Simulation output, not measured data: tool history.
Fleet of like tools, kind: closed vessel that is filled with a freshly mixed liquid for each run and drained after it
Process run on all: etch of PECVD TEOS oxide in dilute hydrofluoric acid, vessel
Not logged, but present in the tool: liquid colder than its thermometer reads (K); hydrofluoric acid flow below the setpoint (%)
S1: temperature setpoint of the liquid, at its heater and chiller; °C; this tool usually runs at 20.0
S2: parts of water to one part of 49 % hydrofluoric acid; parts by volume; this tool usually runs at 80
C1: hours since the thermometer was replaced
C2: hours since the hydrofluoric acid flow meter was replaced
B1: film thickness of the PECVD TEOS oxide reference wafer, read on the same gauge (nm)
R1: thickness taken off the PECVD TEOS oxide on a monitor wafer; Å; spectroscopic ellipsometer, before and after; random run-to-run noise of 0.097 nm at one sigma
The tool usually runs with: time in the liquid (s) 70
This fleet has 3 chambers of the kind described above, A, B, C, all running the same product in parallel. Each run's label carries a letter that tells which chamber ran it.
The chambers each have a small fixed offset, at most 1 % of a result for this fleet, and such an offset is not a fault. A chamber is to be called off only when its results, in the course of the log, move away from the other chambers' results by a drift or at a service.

run 1A hour=6.7 | S1=20.0 S2=80 time_in_the_liquid_(s)=70 | C1=153.9 C2=1068.3 | B1=89.971 | R1=156.200
run 2B hour=11.5 | S1=20.0 S2=80 time_in_the_liquid_(s)=70 | C1=1838.5 C2=738.4 | B1=89.959 | R1=152.370
run 3C hour=17.3 | S1=20.0 S2=80 time_in_the_liquid_(s)=70 | C1=1142.6 C2=952.3 | B1=90.034 | R1=156.340
run 4B hour=22.0 | S1=20.0 S2=80 time_in_the_liquid_(s)=70 | C1=1849.0 C2=748.9 | B1=90.025 | R1=153.320
run 5A hour=26.1 | S1=20.0 S2=80 time_in_the_liquid_(s)=70 | C1=173.3 C2=1087.7 | B1=90.002 | R1=155.650
run 6C hour=29.6 | S1=20.0 S2=80 time_in_the_liquid_(s)=70 | C1=1154.9 C2=964.6 | B1=89.991 | R1=154.940
run 7C hour=34.0 | S1=20.0 S2=80 time_in_the_liquid_(s)=70 | C1=1159.3 C2=969.0 | B1=89.979 | R1=154.780
run 8A hour=41.6 | S1=20.0 S2=80 time_in_the_liquid_(s)=70 | C1=188.8 C2=1103.2 | B1=89.976 | R1=156.060
run 9B hour=46.8 | S1=20.0 S2=80 time_in_the_liquid_(s)=70 | C1=1873.8 C2=773.7 | B1=90.036 | R1=154.090
run 10C hour=53.6 | S1=20.0 S2=80 time_in_the_liquid_(s)=70 | C1=1178.9 C2=988.6 | B1=89.941 | R1=153.050
run 11B hour=58.1 | S1=20.0 S2=80 time_in_the_liquid_(s)=70 | C1=1885.1 C2=785.0 | B1=90.015 | R1=153.340
run 12A hour=64.4 | S1=20.0 S2=80 time_in_the_liquid_(s)=70 | C1=211.6 C2=1126.0 | B1=89.976 | R1=156.020
run 13B hour=70.0 | S1=20.0 S2=80 time_in_the_liquid_(s)=70 | C1=1897.0 C2=796.9 | B1=89.989 | R1=153.100
run 14C hour=76.8 | S1=20.0 S2=80 time_in_the_liquid_(s)=70 | C1=1202.1 C2=1011.8 | B1=89.973 | R1=148.780
run 15A hour=84.7 | S1=20.0 S2=80 time_in_the_liquid_(s)=70 | C1=231.9 C2=1146.3 | B1=90.015 | R1=154.870
run 16C hour=89.6 | S1=20.0 S2=80 time_in_the_liquid_(s)=70 | C1=1214.9 C2=1024.6 | B1=89.993 | R1=147.680
run 17A hour=96.7 | S1=24.5 S2=80 time_in_the_liquid_(s)=70 | C1=243.9 C2=1158.3 | B1=89.954 | R1=187.960
run 18B hour=103.0 | S1=24.5 S2=80 time_in_the_liquid_(s)=70 | C1=1930.0 C2=829.9 | B1=89.991 | R1=182.780
run 19A hour=109.0 | S1=24.5 S2=80 time_in_the_liquid_(s)=70 | C1=256.2 C2=1170.6 | B1=90.033 | R1=186.190
run 20B hour=114.4 | S1=20.0 S2=80 time_in_the_liquid_(s)=70 | C1=1941.4 C2=841.3 | B1=89.961 | R1=154.010

All 3 chambers run these settings next. Forecast each chamber's results:
run 21A hour=120.2 | S1=20.0 S2=80 time_in_the_liquid_(s)=35 | R1=?
run 21B hour=120.2 | S1=20.0 S2=80 time_in_the_liquid_(s)=35 | R1=?
run 21C hour=120.2 | S1=20.0 S2=80 time_in_the_liquid_(s)=35 | R1=?

run=21A R1=77.689
run=21B R1=76.384
run=21C R1=70.818
